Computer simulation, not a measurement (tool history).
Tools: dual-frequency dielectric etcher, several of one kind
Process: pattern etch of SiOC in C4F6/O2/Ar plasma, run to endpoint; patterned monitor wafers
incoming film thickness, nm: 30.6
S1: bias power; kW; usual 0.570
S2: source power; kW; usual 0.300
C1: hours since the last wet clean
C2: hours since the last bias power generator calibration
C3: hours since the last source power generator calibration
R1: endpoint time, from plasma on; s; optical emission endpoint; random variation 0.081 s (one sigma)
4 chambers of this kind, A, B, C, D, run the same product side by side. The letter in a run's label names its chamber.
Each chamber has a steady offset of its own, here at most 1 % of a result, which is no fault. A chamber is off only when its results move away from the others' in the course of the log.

Run 1B, hour 10.6: usual settings; C1 134.9; C2 2306.1; C3 551.0. Result: R1 11.028 s.
Run 2A, hour 19.7: usual settings; C1 206.8; C2 3050.8; C3 1274.0. Result: R1 11.037 s.
Run 3C, hour 32.0: usual settings; C1 283.1; C2 1186.3; C3 493.7. Result: R1 10.794 s.
Run 4D, hour 40.6: usual settings; C1 385.0; C2 3158.1; C3 1230.8. Result: R1 10.971 s.
Run 5C, hour 57.1: usual settings; C1 308.2; C2 1211.4; C3 518.8. Result: R1 10.761 s.
Run 6A, hour 69.5: usual settings; C1 256.6; C2 3100.6; C3 1323.8. Result: R1 11.109 s.
Run 7D, hour 80.4: usual settings; C1 424.8; C2 3197.9; C3 1270.6. Result: R1 10.982 s.
Run 8B, hour 89.6: usual settings; C1 213.9; C2 2385.1; C3 630.0. Result: R1 10.751 s.
Run 9C, hour 97.5: usual settings; C1 348.6; C2 1251.8; C3 559.2. Result: R1 10.953 s.
Run 10D, hour 105.4: usual settings; C1 449.8; C2 3222.9; C3 1295.6. Result: R1 10.909 s.
Run 11B, hour 117.2: usual settings; C1 241.5; C2 2412.7; C3 657.6. Result: R1 10.926 s.
At hour 121.4: chamber C: wet clean of the chamber.
Run 12A, hour 126.3: usual settings but S2 0.260 kW; C1 313.4; C2 3157.4; C3 1380.6. Result: R1 11.516 s.
Run 13D, hour 140.8: usual settings but S2 0.260 kW; C1 485.2; C2 3258.3; C3 1331.0. Result: R1 11.559 s.
Run 14A, hour 149.1: usual settings but S2 0.260 kW; C1 336.2; C2 3180.2; C3 1403.4. Result: R1 11.592 s.
Run 15C, hour 165.7: usual settings but S2 0.260 kW; C1 44.4; C2 1320.0; C3 627.4. Result: R1 12.066 s.
Run 16B, hour 178.8: usual settings; C1 303.1; C2 2474.3; C3 719.2. Result: R1 10.956 s.
Run 17C, hour 195.4: usual settings; C1 74.1; C2 1349.7; C3 657.1. Result: R1 11.199 s.
Run 18B, hour 208.1: usual settings; C1 332.4; C2 2503.6; C3 748.5. Result: R1 11.127 s.
Run 19D, hour 216.7: usual settings but S1 0.526 kW, S2 0.370 kW; C1 561.1; C2 3334.2; C3 1406.9. Result: R1 10.406 s.
Run 20A, hour 228.6: usual settings but S1 0.526 kW, S2 0.370 kW; C1 415.7; C2 3259.7; C3 1482.9. Result: R1 10.440 s.
Run 21A, hour 242.1: usual settings but S1 0.526 kW, S2 0.370 kW; C1 429.2; C2 3273.2; C3 1496.4. Result: R1 10.639 s.
Run 22B, hour 254.0: usual settings but S1 0.526 kW, S2 0.370 kW; C1 378.3; C2 2549.5; C3 794.4. Result: R1 10.357 s.
At hour 254.3: chamber B: wet clean of the chamber.
At hour 265.1: chamber D: wet clean of the chamber.
At hour 267.9: chamber A: wet clean of the chamber.
Run 23D, hour 270.4: usual settings; C1 5.3; C2 3387.9; C3 1460.6. Result: R1 10.903 s.
Run 24C, hour 285.9: usual settings; C1 164.6; C2 1440.2; C3 747.6. Result: R1 11.374 s.
Run 25A, hour 298.2: usual settings; C1 30.4; C2 3329.3; C3 1552.5. Result: R1 11.065 s.
Run 26C, hour 313.5: usual settings; C1 192.2; C2 1467.8; C3 775.2. Result: R1 11.314 s.
Run 27D, hour 322.7: usual settings; C1 57.6; C2 3440.2; C3 1512.9. Result: R1 11.047 s.
Run 28B, hour 336.5: usual settings; C1 82.3; C2 2632.0; C3 876.9. Result: R1 11.001 s.
Run 29B, hour 350.2: usual settings; C1 96.0; C2 2645.7; C3 890.6. Result: R1 10.954 s.

All 4 chambers run these settings next. Forecast each chamber's results:
Run 30A, hour 362.1: usual settings. Result: R1 ?.
Run 30B, hour 362.1: usual settings. Result: R1 ?.
Run 30C, hour 362.1: usual settings. Result: R1 ?.
Run 30D, hour 362.1: usual settings. Result: R1 ?.

run      R1
30A  11.018
30B  10.971
30C  11.397
30D  11.008
